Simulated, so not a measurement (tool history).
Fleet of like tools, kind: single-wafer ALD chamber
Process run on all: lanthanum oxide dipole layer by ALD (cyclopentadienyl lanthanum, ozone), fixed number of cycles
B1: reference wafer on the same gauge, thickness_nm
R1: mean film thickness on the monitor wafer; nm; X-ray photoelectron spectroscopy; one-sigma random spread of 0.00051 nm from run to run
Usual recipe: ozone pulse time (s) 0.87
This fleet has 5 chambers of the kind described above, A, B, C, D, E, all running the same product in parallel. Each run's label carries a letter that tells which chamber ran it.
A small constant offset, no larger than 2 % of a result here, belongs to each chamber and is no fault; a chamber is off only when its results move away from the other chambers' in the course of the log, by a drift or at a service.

{"run": "1C", "hour": 6.2, "ozone pulse time (s)": 0.87, "B1": 0.40702, "R1": 0.47433}
{"run": "2B", "hour": 11.8, "ozone pulse time (s)": 0.87, "B1": 0.40716, "R1": 0.47554}
{"run": "3D", "hour": 14.8, "ozone pulse time (s)": 0.87, "B1": 0.40713, "R1": 0.47761}
{"run": "4A", "hour": 19.2, "ozone pulse time (s)": 0.87, "B1": 0.40708, "R1": 0.47603}
{"run": "5E", "hour": 24.5, "ozone pulse time (s)": 0.87, "B1": 0.40714, "R1": 0.48565}
{"run": "6E", "hour": 27.5, "ozone pulse time (s)": 0.87, "B1": 0.40723, "R1": 0.4851}
{"hour": 31.3, "done": "chamber E: ozone generator serviced"}
{"run": "7D", "hour": 33.4, "ozone pulse time (s)": 0.87, "B1": 0.40738, "R1": 0.47744}
{"run": "8B", "hour": 39.7, "ozone pulse time (s)": 0.87, "B1": 0.4074, "R1": 0.47581}
{"run": "9C", "hour": 43.4, "ozone pulse time (s)": 0.87, "B1": 0.40752, "R1": 0.47413}
{"run": "10A", "hour": 47.8, "ozone pulse time (s)": 0.87, "B1": 0.40747, "R1": 0.47719}
{"run": "11E", "hour": 51.4, "ozone pulse time (s)": 0.87, "B1": 0.40746, "R1": 0.48554}
{"run": "12D", "hour": 56.7, "ozone pulse time (s)": 0.87, "B1": 0.40757, "R1": 0.47757}
{"run": "13C", "hour": 62.4, "ozone pulse time (s)": 0.87, "B1": 0.40757, "R1": 0.47416}
{"run": "14A", "hour": 68.6, "ozone pulse time (s)": 0.87, "B1": 0.40765, "R1": 0.47744}
{"run": "15B", "hour": 72.7, "ozone pulse time (s)": 0.87, "B1": 0.40762, "R1": 0.47663}
{"run": "16B", "hour": 78.2, "ozone pulse time (s)": 0.87, "B1": 0.40784, "R1": 0.4766}
{"run": "17E", "hour": 81.6, "ozone pulse time (s)": 1.11, "B1": 0.4078, "R1": 0.52682}
{"run": "18C", "hour": 86.6, "ozone pulse time (s)": 1.11, "B1": 0.40785, "R1": 0.51341}
{"run": "19A", "hour": 92.9, "ozone pulse time (s)": 1.11, "B1": 0.4079, "R1": 0.51452}
{"run": "20D", "hour": 96.0, "ozone pulse time (s)": 1.11, "B1": 0.40805, "R1": 0.51705}
{"run": "21A", "hour": 99.2, "ozone pulse time (s)": 1.11, "B1": 0.40793, "R1": 0.51438}
{"run": "22D", "hour": 103.1, "ozone pulse time (s)": 0.87, "B1": 0.40805, "R1": 0.47731}
{"run": "23E", "hour": 106.4, "ozone pulse time (s)": 0.87, "B1": 0.40808, "R1": 0.48664}
{"run": "24B", "hour": 109.4, "ozone pulse time (s)": 0.87, "B1": 0.40807, "R1": 0.47633}
{"run": "25C", "hour": 113.3, "ozone pulse time (s)": 0.87, "B1": 0.40819, "R1": 0.47559}
{"run": "26A", "hour": 119.1, "ozone pulse time (s)": 0.87, "B1": 0.40808, "R1": 0.47717}
{"run": "27C", "hour": 124.0, "ozone pulse time (s)": 0.87, "B1": 0.40827, "R1": 0.47579}
{"run": "28D", "hour": 130.4, "ozone pulse time (s)": 0.87, "B1": 0.40817, "R1": 0.47904}
{"run": "29E", "hour": 134.5, "ozone pulse time (s)": 0.87, "B1": 0.40823, "R1": 0.48596}
{"run": "30B", "hour": 138.1, "ozone pulse time (s)": 0.87, "B1": 0.4083, "R1": 0.47622}
{"run": "31E", "hour": 142.3, "ozone pulse time (s)": 1.19, "B1": 0.40849, "R1": 0.53555}
{"run": "32B", "hour": 145.5, "ozone pulse time (s)": 1.19, "B1": 0.40849, "R1": 0.52488}
{"run": "33D", "hour": 151.9, "ozone pulse time (s)": 1.19, "B1": 0.40842, "R1": 0.52749}
{"run": "34A", "hour": 155.1, "ozone pulse time (s)": 1.19, "B1": 0.40844, "R1": 0.52506}
{"run": "35C", "hour": 160.9, "ozone pulse time (s)": 1.19, "B1": 0.4086, "R1": 0.52423}
{"run": "36A", "hour": 164.5, "ozone pulse time (s)": 0.87, "B1": 0.40871, "R1": 0.4765}
{"run": "37C", "hour": 170.7, "ozone pulse time (s)": 0.87, "B1": 0.40869, "R1": 0.47668}
{"run": "38B", "hour": 173.5, "ozone pulse time (s)": 0.87, "B1": 0.40863, "R1": 0.47666}
{"hour": 178.7, "done": "chamber E: thermocouple changed; heater temperature recalibrated"}
{"run": "39E", "hour": 179.5, "ozone pulse time (s)": 0.87, "B1": 0.40875, "R1": 0.48704}

One chamber off, gauge drift, or nothing amiss beyond the chambers' own small offsets? If it is a chamber, which one, and what is the likeliest cause?

The shared gauge is drifting. All chambers look as if they move in step, but none is off.
What lies behind it: gauge reads high (%) = 0.438.
